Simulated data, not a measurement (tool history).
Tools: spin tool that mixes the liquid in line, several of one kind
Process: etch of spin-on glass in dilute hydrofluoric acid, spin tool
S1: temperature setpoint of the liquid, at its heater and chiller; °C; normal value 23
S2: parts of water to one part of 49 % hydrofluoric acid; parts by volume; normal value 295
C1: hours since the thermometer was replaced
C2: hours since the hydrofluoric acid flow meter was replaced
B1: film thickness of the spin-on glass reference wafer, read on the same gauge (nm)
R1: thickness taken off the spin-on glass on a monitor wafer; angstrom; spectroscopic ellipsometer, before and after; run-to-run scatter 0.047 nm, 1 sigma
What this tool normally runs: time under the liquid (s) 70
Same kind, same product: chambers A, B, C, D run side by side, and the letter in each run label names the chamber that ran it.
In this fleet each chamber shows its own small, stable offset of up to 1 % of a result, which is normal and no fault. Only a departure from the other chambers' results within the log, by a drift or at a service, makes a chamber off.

{"day": 0.321, "done": "chamber A: hydrofluoric acid flow meter replaced"}
{"run": "1D", "day": 0.45, "S1": 23, "S2": 295, "time under the liquid (s)": 70, "C1": 512.1, "C2": 1436.3, "B1": 80.029, "R1": 68.728}
{"run": "2A", "day": 0.808, "S1": 23, "S2": 295, "time under the liquid (s)": 70, "C1": 933.9, "C2": 11.7, "B1": 79.978, "R1": 68.56}
{"run": "3B", "day": 1.062, "S1": 23, "S2": 295, "time under the liquid (s)": 70, "C1": 35.2, "C2": 732.5, "B1": 80.026, "R1": 68.981}
{"run": "4C", "day": 1.383, "S1": 23, "S2": 295, "time under the liquid (s)": 70, "C1": 1304.6, "C2": 667.4, "B1": 80.034, "R1": 68.378}
{"run": "5A", "day": 1.717, "S1": 23, "S2": 295, "time under the liquid (s)": 70, "C1": 955.7, "C2": 33.5, "B1": 80, "R1": 68.587}
{"run": "6B", "day": 2.162, "S1": 23, "S2": 295, "time under the liquid (s)": 70, "C1": 61.6, "C2": 758.9, "B1": 79.995, "R1": 68.633}
{"day": 2.45, "done": "chamber C: hydrofluoric acid flow meter replaced"}
{"run": "7C", "day": 2.546, "S1": 23, "S2": 295, "time under the liquid (s)": 70, "C1": 1332.5, "C2": 2.3, "B1": 79.993, "R1": 68.715}
{"run": "8D", "day": 2.858, "S1": 20, "S2": 180, "time under the liquid (s)": 70, "C1": 569.9, "C2": 1494.1, "B1": 80.021, "R1": 114.35}
{"run": "9C", "day": 3.25, "S1": 20, "S2": 180, "time under the liquid (s)": 70, "C1": 1349.4, "C2": 19.2, "B1": 80.02, "R1": 112.88}
{"run": "10D", "day": 3.717, "S1": 20, "S2": 180, "time under the liquid (s)": 70, "C1": 590.5, "C2": 1514.7, "B1": 79.947, "R1": 115.51}
{"run": "11A", "day": 4.242, "S1": 20, "S2": 180, "time under the liquid (s)": 70, "C1": 1016.3, "C2": 94.1, "B1": 79.966, "R1": 111.67}
{"run": "12B", "day": 4.517, "S1": 23, "S2": 295, "time under the liquid (s)": 85, "C1": 118.1, "C2": 815.4, "B1": 79.963, "R1": 83.944}
{"run": "13C", "day": 4.796, "S1": 23, "S2": 295, "time under the liquid (s)": 85, "C1": 1386.5, "C2": 56.3, "B1": 79.992, "R1": 84.263}
{"run": "14A", "day": 5.058, "S1": 23, "S2": 295, "time under the liquid (s)": 85, "C1": 1035.9, "C2": 113.7, "B1": 79.916, "R1": 83.026}
{"run": "15B", "day": 5.383, "S1": 23, "S2": 295, "time under the liquid (s)": 85, "C1": 138.9, "C2": 836.2, "B1": 80.022, "R1": 83.969}
{"run": "16D", "day": 5.725, "S1": 23, "S2": 295, "time under the liquid (s)": 70, "C1": 638.7, "C2": 1562.9, "B1": 80.01, "R1": 72.131}
{"run": "17B", "day": 6.142, "S1": 23, "S2": 295, "time under the liquid (s)": 70, "C1": 157.1, "C2": 854.4, "B1": 80.024, "R1": 69.312}
{"run": "18A", "day": 6.625, "S1": 23, "S2": 295, "time under the liquid (s)": 70, "C1": 1073.5, "C2": 151.3, "B1": 80.016, "R1": 69.141}
{"run": "19D", "day": 7.071, "S1": 23, "S2": 295, "time under the liquid (s)": 70, "C1": 671, "C2": 1595.2, "B1": 79.993, "R1": 72.261}
{"run": "20C", "day": 7.354, "S1": 19, "S2": 295, "time under the liquid (s)": 90, "C1": 1447.9, "C2": 117.7, "B1": 79.965, "R1": 75.932}
{"run": "21A", "day": 7.788, "S1": 19, "S2": 295, "time under the liquid (s)": 90, "C1": 1101.4, "C2": 179.2, "B1": 80.02, "R1": 75.9}
{"run": "22C", "day": 8.312, "S1": 19, "S2": 295, "time under the liquid (s)": 90, "C1": 1470.9, "C2": 140.7, "B1": 79.982, "R1": 75.959}
{"run": "23D", "day": 8.846, "S1": 19, "S2": 295, "time under the liquid (s)": 90, "C1": 713.6, "C2": 1637.8, "B1": 80.051, "R1": 83.988}
{"run": "24B", "day": 9.392, "S1": 23, "S2": 295, "time under the liquid (s)": 70, "C1": 235.1, "C2": 932.4, "B1": 79.962, "R1": 69.434}
{"run": "25A", "day": 9.638, "S1": 23, "S2": 295, "time under the liquid (s)": 70, "C1": 1145.8, "C2": 223.6, "B1": 80.038, "R1": 69.002}
{"run": "26D", "day": 9.996, "S1": 23, "S2": 295, "time under the liquid (s)": 70, "C1": 741.2, "C2": 1665.4, "B1": 79.994, "R1": 74.547}

One chamber off, gauge drift, or nothing amiss beyond the chambers' own small offsets? If it is a chamber, which one, and what is the likeliest cause?

Chamber D drifts away from the others.
Most likely cause: liquid hotter than its thermometer reads (K) = 2.38.
It could be hard to tell apart here from: hydrofluoric acid flow above the setpoint (%).

Here are 4 candidates for chamber D's next run, each the usual settings with a change, their results left as question marks. Which one brings its results back in line with what the others give on the usual settings?
In line means no further than this from the other chambers' mean on the usual settings: R1 1.6 angstrom
{"run": "27D-1", "day": 10.4, "S1": 20.5, "S2": 295, "time under the liquid (s)": 70, "R1": "?"}
{"run": "27D-2", "day": 10.4, "S1": 23, "S2": 275, "time under the liquid (s)": 70, "R1": "?"}
{"run": "27D-3", "day": 10.4, "S1": 23.5, "S2": 265, "time under the liquid (s)": 70, "R1": "?"}
{"run": "27D-4", "day": 10.4, "S1": 23, "S2": 295, "time under the liquid (s)": 60, "R1": "?"}

Other chambers, usual settings, mean: R1 68.858 angstrom
run=27D-1 R1=69.07
run=27D-2 R1=82.449
run=27D-3 R1=87.91
run=27D-4 R1=64.629
27D-1 is the one that brings the chamber's results back in line with the other chambers.
